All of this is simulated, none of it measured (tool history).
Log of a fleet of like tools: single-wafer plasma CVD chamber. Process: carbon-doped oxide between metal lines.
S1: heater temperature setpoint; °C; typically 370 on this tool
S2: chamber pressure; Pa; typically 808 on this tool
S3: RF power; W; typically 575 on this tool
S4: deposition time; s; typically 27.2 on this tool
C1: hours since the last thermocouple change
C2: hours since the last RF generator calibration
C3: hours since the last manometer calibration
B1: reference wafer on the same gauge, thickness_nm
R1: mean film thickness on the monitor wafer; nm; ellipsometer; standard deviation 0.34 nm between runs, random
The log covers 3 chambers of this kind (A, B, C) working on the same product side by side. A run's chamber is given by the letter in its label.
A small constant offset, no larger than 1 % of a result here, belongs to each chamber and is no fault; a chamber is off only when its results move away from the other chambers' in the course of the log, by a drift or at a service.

run   hour   S1   S2   S3    S4      C1     C2      C3      B1      R1
 1C    5.2  370  808  575  27.2  1930.5  710.5  1693.2  124.02  147.67
       8.4  -- chamber A: capacitance manometer re-zeroed and calibrated
 2B    8.4  370  808  575  27.2  1035.4   81.8  1910.4     124  147.16
 3A   13.4  370  808  575  27.2     557  752.3     5.1  124.01  146.52
 4C   16.7  370  808  575  27.2    1942    722  1704.7  124.01  148.26
 5B   21.4  370  808  575  27.2  1048.4   94.8  1923.4  124.05  146.54
 6A   25.9  370  808  575  27.2   569.5  764.8    17.6  124.08  146.83
 7C   28.5  370  735  575  24.1  1953.8  733.8  1716.5  124.02  129.98
 8A   32.1  370  735  575  24.1   575.7    771    23.8  123.98  129.11
 9B   35.5  370  735  575  24.1  1062.5  108.9  1937.5  124.05  129.06
10B   38.5  370  808  575  27.2  1065.5  111.9  1940.5  124.01   146.9
11C   41.9  370  808  575  27.2  1967.2  747.2  1729.9  123.96  148.85
12A   45.2  370  808  575  27.2   588.8  784.1    36.9  123.99  146.86
13B   50.1  370  808  575  27.2  1077.1  123.5  1952.1  124.03  146.23
14A   53.1  370  808  575  27.2   596.7    792    44.8  124.01  146.76
15C   57.1  370  808  575  27.2  1982.4  762.4  1745.1  123.99  147.87
16B   62.6  370  808  575  27.2  1089.6    136  1964.6  123.99  146.71
17C   67.1  370  808  575  27.2  1992.4  772.4  1755.1     124  148.18
18A   71.3  370  808  575  27.2   614.9  810.2      63  124.08  147.05
19B   76.3  370  808  575  27.2  1103.3  149.7  1978.3  124.03  146.98
20A   78.7  370  808  575  27.2   622.3  817.6    70.4  124.07  146.14
21C     83  370  808  575  27.2  2008.3  788.3    1771  123.97   147.8
22C   88.1  370  808  575  27.2  2013.4  793.4  1776.1  124.03  148.64
23B   91.9  370  808  575  27.2  1118.9  165.3  1993.9  123.91  147.21
24A   97.3  370  808  575  27.2   640.9  836.2      89  123.96  146.55
25C  102.7  370  808  575  27.2    2028    808  1790.7  124.02  147.79
26B  105.9  370  808  575  27.2  1132.9  179.3  2007.9  124.06  146.57
27A  109.8  370  808  575  27.2   653.4  848.7   101.5  123.98  147.53
28B  112.5  370  808  575  27.2  1139.5  185.9  2014.5  124.01  147.04
29A  116.5  370  808  575  27.2   660.1  855.4   108.2  124.01  146.78
30C  120.3  370  808  575  27.2  2045.6  825.6  1808.3  123.95  148.39
31A  123.2  370  808  575  27.2   666.8  862.1   114.9  123.96  146.56
32C  125.7  370  808  575  27.2    2051    831  1813.7  123.98  148.34
33B  128.4  370  808  575  27.2  1155.4  201.8  2030.4  124.02  146.25

All 3 chambers run these settings next. Forecast each chamber's results:
34A  132.3  360  808  575  27.2                   ?
34B  132.3  360  808  575  27.2                   ?
34C  132.3  360  808  575  27.2                   ?

run      R1
34A  150.12
34B  151.17
34C  151.93
